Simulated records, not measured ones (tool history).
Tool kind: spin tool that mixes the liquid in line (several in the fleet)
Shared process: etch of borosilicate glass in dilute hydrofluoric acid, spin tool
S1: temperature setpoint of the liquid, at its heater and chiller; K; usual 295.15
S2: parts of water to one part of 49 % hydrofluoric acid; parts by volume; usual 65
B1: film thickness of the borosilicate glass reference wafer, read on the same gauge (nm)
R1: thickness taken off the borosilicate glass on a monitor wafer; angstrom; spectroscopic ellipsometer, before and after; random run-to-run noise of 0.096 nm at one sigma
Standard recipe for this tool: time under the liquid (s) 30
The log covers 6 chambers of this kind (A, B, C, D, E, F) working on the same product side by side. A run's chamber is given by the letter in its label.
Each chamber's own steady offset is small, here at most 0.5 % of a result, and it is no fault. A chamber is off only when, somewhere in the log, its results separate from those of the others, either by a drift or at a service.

{"run": "1F", "hour": 2.1, "S1": 295.15, "S2": 65, "time under the liquid (s)": 30, "B1": 140.02, "R1": 106.97}
{"run": "2E", "hour": 5.7, "S1": 295.15, "S2": 65, "time under the liquid (s)": 30, "B1": 139.99, "R1": 108.95}
{"run": "3A", "hour": 8.7, "S1": 295.15, "S2": 65, "time under the liquid (s)": 30, "B1": 140.01, "R1": 107.51}
{"run": "4B", "hour": 12.0, "S1": 295.15, "S2": 65, "time under the liquid (s)": 30, "B1": 139.99, "R1": 108.45}
{"run": "5D", "hour": 16.0, "S1": 295.15, "S2": 65, "time under the liquid (s)": 40, "B1": 140, "R1": 144.51}
{"run": "6C", "hour": 19.0, "S1": 295.15, "S2": 65, "time under the liquid (s)": 40, "B1": 140, "R1": 145.28}
{"run": "7A", "hour": 22.5, "S1": 295.15, "S2": 65, "time under the liquid (s)": 40, "B1": 140, "R1": 142.6}
{"run": "8F", "hour": 24.7, "S1": 295.15, "S2": 65, "time under the liquid (s)": 40, "B1": 140, "R1": 145.22}
{"hour": 25.3, "done": "chamber E: hydrofluoric acid flow meter replaced"}
{"run": "9C", "hour": 28.3, "S1": 295.15, "S2": 65, "time under the liquid (s)": 40, "B1": 140, "R1": 143.77}
{"run": "10D", "hour": 30.4, "S1": 295.15, "S2": 65, "time under the liquid (s)": 40, "B1": 140.01, "R1": 145.49}
{"run": "11E", "hour": 33.7, "S1": 295.15, "S2": 65, "time under the liquid (s)": 30, "B1": 140, "R1": 107.08}
{"run": "12B", "hour": 35.7, "S1": 295.15, "S2": 65, "time under the liquid (s)": 30, "B1": 140.01, "R1": 107.57}
{"run": "13F", "hour": 40.0, "S1": 295.15, "S2": 65, "time under the liquid (s)": 30, "B1": 140.01, "R1": 108.65}
{"run": "14D", "hour": 44.6, "S1": 295.15, "S2": 65, "time under the liquid (s)": 30, "B1": 140.01, "R1": 107.38}
{"run": "15B", "hour": 47.7, "S1": 295.15, "S2": 55, "time under the liquid (s)": 25, "B1": 140, "R1": 106.58}
{"run": "16A", "hour": 50.3, "S1": 295.15, "S2": 55, "time under the liquid (s)": 25, "B1": 140, "R1": 108.07}
{"run": "17C", "hour": 53.5, "S1": 295.15, "S2": 55, "time under the liquid (s)": 25, "B1": 140.01, "R1": 108.12}
{"run": "18E", "hour": 57.9, "S1": 295.15, "S2": 55, "time under the liquid (s)": 25, "B1": 140.01, "R1": 107.36}
{"run": "19A", "hour": 62.0, "S1": 295.15, "S2": 55, "time under the liquid (s)": 25, "B1": 140.01, "R1": 108.5}
{"run": "20C", "hour": 65.4, "S1": 295.15, "S2": 55, "time under the liquid (s)": 25, "B1": 139.99, "R1": 111.16}
{"run": "21E", "hour": 68.9, "S1": 295.15, "S2": 65, "time under the liquid (s)": 30, "B1": 139.98, "R1": 107.54}
{"run": "22D", "hour": 71.8, "S1": 295.15, "S2": 65, "time under the liquid (s)": 30, "B1": 140, "R1": 108.76}
{"run": "23F", "hour": 76.4, "S1": 295.15, "S2": 65, "time under the liquid (s)": 30, "B1": 140.01, "R1": 107.39}
{"run": "24B", "hour": 80.5, "S1": 295.15, "S2": 65, "time under the liquid (s)": 30, "B1": 140.01, "R1": 106.36}
{"run": "25A", "hour": 82.6, "S1": 295.15, "S2": 65, "time under the liquid (s)": 30, "B1": 140.02, "R1": 107.85}
{"run": "26B", "hour": 86.7, "S1": 295.15, "S2": 95, "time under the liquid (s)": 40, "B1": 140.01, "R1": 94.705}
{"run": "27E", "hour": 88.9, "S1": 295.15, "S2": 95, "time under the liquid (s)": 40, "B1": 140, "R1": 95.894}
{"run": "28C", "hour": 92.9, "S1": 295.15, "S2": 95, "time under the liquid (s)": 40, "B1": 140.01, "R1": 101.51}
{"run": "29D", "hour": 96.7, "S1": 295.15, "S2": 95, "time under the liquid (s)": 40, "B1": 140.01, "R1": 93.881}
{"run": "30F", "hour": 100.9, "S1": 295.15, "S2": 95, "time under the liquid (s)": 40, "B1": 140.01, "R1": 95.066}
{"run": "31D", "hour": 103.7, "S1": 295.15, "S2": 95, "time under the liquid (s)": 40, "B1": 140, "R1": 95.363}
{"run": "32E", "hour": 106.1, "S1": 295.15, "S2": 65, "time under the liquid (s)": 30, "B1": 140, "R1": 107.68}
{"run": "33A", "hour": 109.2, "S1": 295.15, "S2": 65, "time under the liquid (s)": 30, "B1": 139.99, "R1": 107.44}
{"run": "34F", "hour": 113.8, "S1": 295.15, "S2": 65, "time under the liquid (s)": 30, "B1": 139.98, "R1": 108.47}
{"run": "35B", "hour": 118.1, "S1": 295.15, "S2": 65, "time under the liquid (s)": 30, "B1": 139.99, "R1": 105.83}
{"run": "36C", "hour": 120.7, "S1": 295.15, "S2": 65, "time under the liquid (s)": 30, "B1": 139.99, "R1": 116.92}
{"run": "37D", "hour": 123.2, "S1": 295.15, "S2": 65, "time under the liquid (s)": 30, "B1": 140.01, "R1": 106.71}

Does one chamber stand apart from the rest, does the shared gauge drift, or is all well apart from small per-chamber offsets? Give the chamber and the most likely cause, where there is one.

Little by little, chamber C moves away from the other chambers.
Cause: hydrofluoric acid flow above the setpoint (%) = 8.85.
With only this log, it may be confused with: liquid hotter than its thermometer reads (K).

Below are 4 candidate recipes for chamber C's next run, each the usual settings with a change, their results shown as question marks. Which of them brings C's results back in line with what the other chambers give on the usual settings?
In line here means within this much of the mean the other chambers give on the usual settings: R1 3.4 angstrom
{"run": "38C-1", "hour": 126.5, "S1": 299.65, "S2": 65, "time under the liquid (s)": 30, "R1": "?"}
{"run": "38C-2", "hour": 126.5, "S1": 294.65, "S2": 70, "time under the liquid (s)": 30, "R1": "?"}
{"run": "38C-3", "hour": 126.5, "S1": 290.65, "S2": 65, "time under the liquid (s)": 30, "R1": "?"}
{"run": "38C-4", "hour": 126.5, "S1": 295.15, "S2": 60, "time under the liquid (s)": 30, "R1": "?"}

Other chambers, usual settings, mean: R1 107.86 angstrom
run=38C-1 R1=142.37
run=38C-2 R1=107.55
run=38C-3 R1=98.348
run=38C-4 R1=129.2
The answer is 38C-2, which returns the chamber to within the allowed miss of the others.
